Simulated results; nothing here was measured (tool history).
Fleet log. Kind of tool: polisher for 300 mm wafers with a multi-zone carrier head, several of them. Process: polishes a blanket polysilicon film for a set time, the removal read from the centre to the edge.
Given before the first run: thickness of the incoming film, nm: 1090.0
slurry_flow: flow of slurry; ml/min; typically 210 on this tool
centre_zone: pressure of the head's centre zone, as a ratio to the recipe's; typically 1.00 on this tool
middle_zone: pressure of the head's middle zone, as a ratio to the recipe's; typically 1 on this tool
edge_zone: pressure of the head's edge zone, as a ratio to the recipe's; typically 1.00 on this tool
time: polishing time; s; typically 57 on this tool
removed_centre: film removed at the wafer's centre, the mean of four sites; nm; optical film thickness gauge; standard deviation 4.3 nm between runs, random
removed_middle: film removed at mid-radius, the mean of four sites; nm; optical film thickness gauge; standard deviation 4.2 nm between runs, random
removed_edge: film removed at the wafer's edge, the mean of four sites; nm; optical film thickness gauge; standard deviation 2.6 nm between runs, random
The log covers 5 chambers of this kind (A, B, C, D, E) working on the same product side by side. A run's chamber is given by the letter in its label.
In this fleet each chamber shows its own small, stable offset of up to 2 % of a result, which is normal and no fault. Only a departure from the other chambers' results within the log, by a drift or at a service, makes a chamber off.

run   hour  slurry_flow  centre_zone  middle_zone  edge_zone  time  removed_centre  removed_middle  removed_edge
       0.2  -- chamber B: slurry nozzle cleaned
 1B   10.8          210         1.00            1       1.00    57          324.78          322.57        320.46
 2A   17.2          210         1.00            1       1.00    57          321.67          324.74        316.02
      22.8  -- chamber E: slurry nozzle cleaned
 3C   26.7          210         1.00            1       1.00    57          318.61          325.32        324.25
 4D   35.4          210         1.00            1       1.00    57          321.94          320.74        324.01
      37.2  -- chamber A: edge zone pressure recalibrated
 5E   44.8          210         1.00            1       1.00    57          320.93          323.75        323.81
      45.0  -- chamber A: worn pad replaced by a new one
      45.6  -- chamber E: worn pad replaced by a new one
 6A   51.9          210         1.00            1       1.00    57          326.31          323.62        319.31
      59.1  -- chamber C: centre zone pressure recalibrated
 7E   61.4          210         1.00            1       1.00    57          324.12          328.48        320.29
      64.7  -- chamber C: slurry nozzle cleaned
 8D   70.8          210         1.00            1       1.00    57          316.27          326.60        325.31
 9B   77.4          210         1.00            1       1.00    57          316.47          320.04        319.04
      80.1  -- chamber A: slurry nozzle cleaned
10C   83.4          210         0.91            1       1.00    57          283.09          320.33        322.95
      87.9  -- chamber C: worn pad replaced by a new one
      91.0  -- chamber B: worn pad replaced by a new one
11A   92.3          210         0.91            1       1.00    57          291.76          324.28        316.60
12B   97.8          210         0.91            1       1.00    57          282.89          322.08        323.55
13D  108.9          210         0.91            1       1.00    57          288.65          318.63        321.79
14E  119.5          210         0.91            1       1.00    57          295.22          326.95        316.94
     121.2  -- chamber E: worn pad replaced by a new one
15C  127.7          210         1.00            1       1.00    57          322.14          313.36        326.77
16C  133.7          210         1.00            1       1.00    57          319.24          323.27        321.88
17E  139.5          210         1.00            1       1.00    57          321.08          322.88        321.20
     149.2  -- chamber A: worn pad replaced by a new one
18D  150.5          210         1.00            1       1.00    57          312.79          314.31        315.74
     150.6  -- chamber D: edge zone pressure recalibrated
19B  158.8          210         1.00            1       1.00    57          312.50          322.50        318.23
20A  171.1          210         1.00            1       1.00    57          324.33          321.46        314.52
     173.0  -- chamber D: slurry nozzle cleaned
21A  178.6          210         1.00            1       1.00    57          322.52          322.40        314.78
22E  188.2          210         1.00            1       1.00    57          326.57          318.61        322.11
     188.3  -- chamber E: worn pad replaced by a new one
     196.1  -- chamber C: worn pad replaced by a new one
23B  198.6          210         1.00            1       1.00    57          314.01          322.36        320.45
24C  211.1          210         1.00            1       1.00    57          324.99          324.91        323.66
     214.1  -- chamber C: edge zone pressure recalibrated
25D  217.7          210         1.00            1       1.00    57          308.15          304.39        305.31
26E  228.9          210         1.00            1       1.00    57          322.93          322.09        321.78
27B  237.6          265         1.00            1       1.12    57          327.72          329.98        349.39
     243.2  -- chamber B: worn pad replaced by a new one
28D  245.4          265         1.00            1       1.12    57          309.27          307.80        331.40
29A  252.3          265         1.00            1       1.12    57          327.85          335.45        343.29
     254.5  -- chamber A: worn pad replaced by a new one
     261.7  -- chamber E: worn pad replaced by a new one
30C  264.8          265         1.00            1       1.12    57          326.35          331.21        351.86
31E  271.0          265         1.00            1       1.12    57          341.55          326.84        350.19
     275.8  -- chamber B: centre zone pressure recalibrated
32B  281.5          210         1.00            1       1.00    57          315.87          318.24        321.66
33D  291.6          210         1.00            1       1.00    57          297.04          297.11        296.56
34C  298.1          210         1.00            1       1.00    57          313.50          329.66        322.44
35A  304.6          210         1.00            1       1.00    57          319.30          327.06        314.18
     308.4  -- chamber C: worn pad replaced by a new one
36E  314.2          210         1.00            1       1.00    57          322.73          320.72        318.67
37C  322.0          210         1.00            1       1.00    57          319.02          318.29        322.40
38D  328.8          210         1.00            1       1.00    57          291.21          292.43        291.26
39B  335.3          210         1.09            1       1.00    68          415.57          380.59        377.65
40A  341.1          210         1.09            1       1.00    68          415.75          389.97        379.93
     342.8  -- chamber C: slurry nozzle cleaned
41A  352.8          210         1.09            1       1.00    68          418.96          383.57        378.08
42B  361.1          210         1.09            1       1.00    68          416.62          380.97        384.34
43C  370.9          210         1.09            1       1.00    68          424.33          383.31        386.75

For the next run the whole fleet of 5 chambers uses the same settings. Give each chamber's results:
44A  380.0          210         1.00            1       1.00    57               ?               ?             ?
44B  380.0          210         1.00            1       1.00    57               ?               ?             ?
44C  380.0          210         1.00            1       1.00    57               ?               ?             ?
44D  380.0          210         1.00            1       1.00    57               ?               ?             ?
44E  380.0          210         1.00            1       1.00    57               ?               ?             ?

run  removed_centre  removed_middle  removed_edge
44A          317.23          325.20        311.42
44B          321.03          318.46        321.77
44C          322.77          321.89        326.79
44D          281.64          280.86        284.44
44E          329.95          327.69        320.75
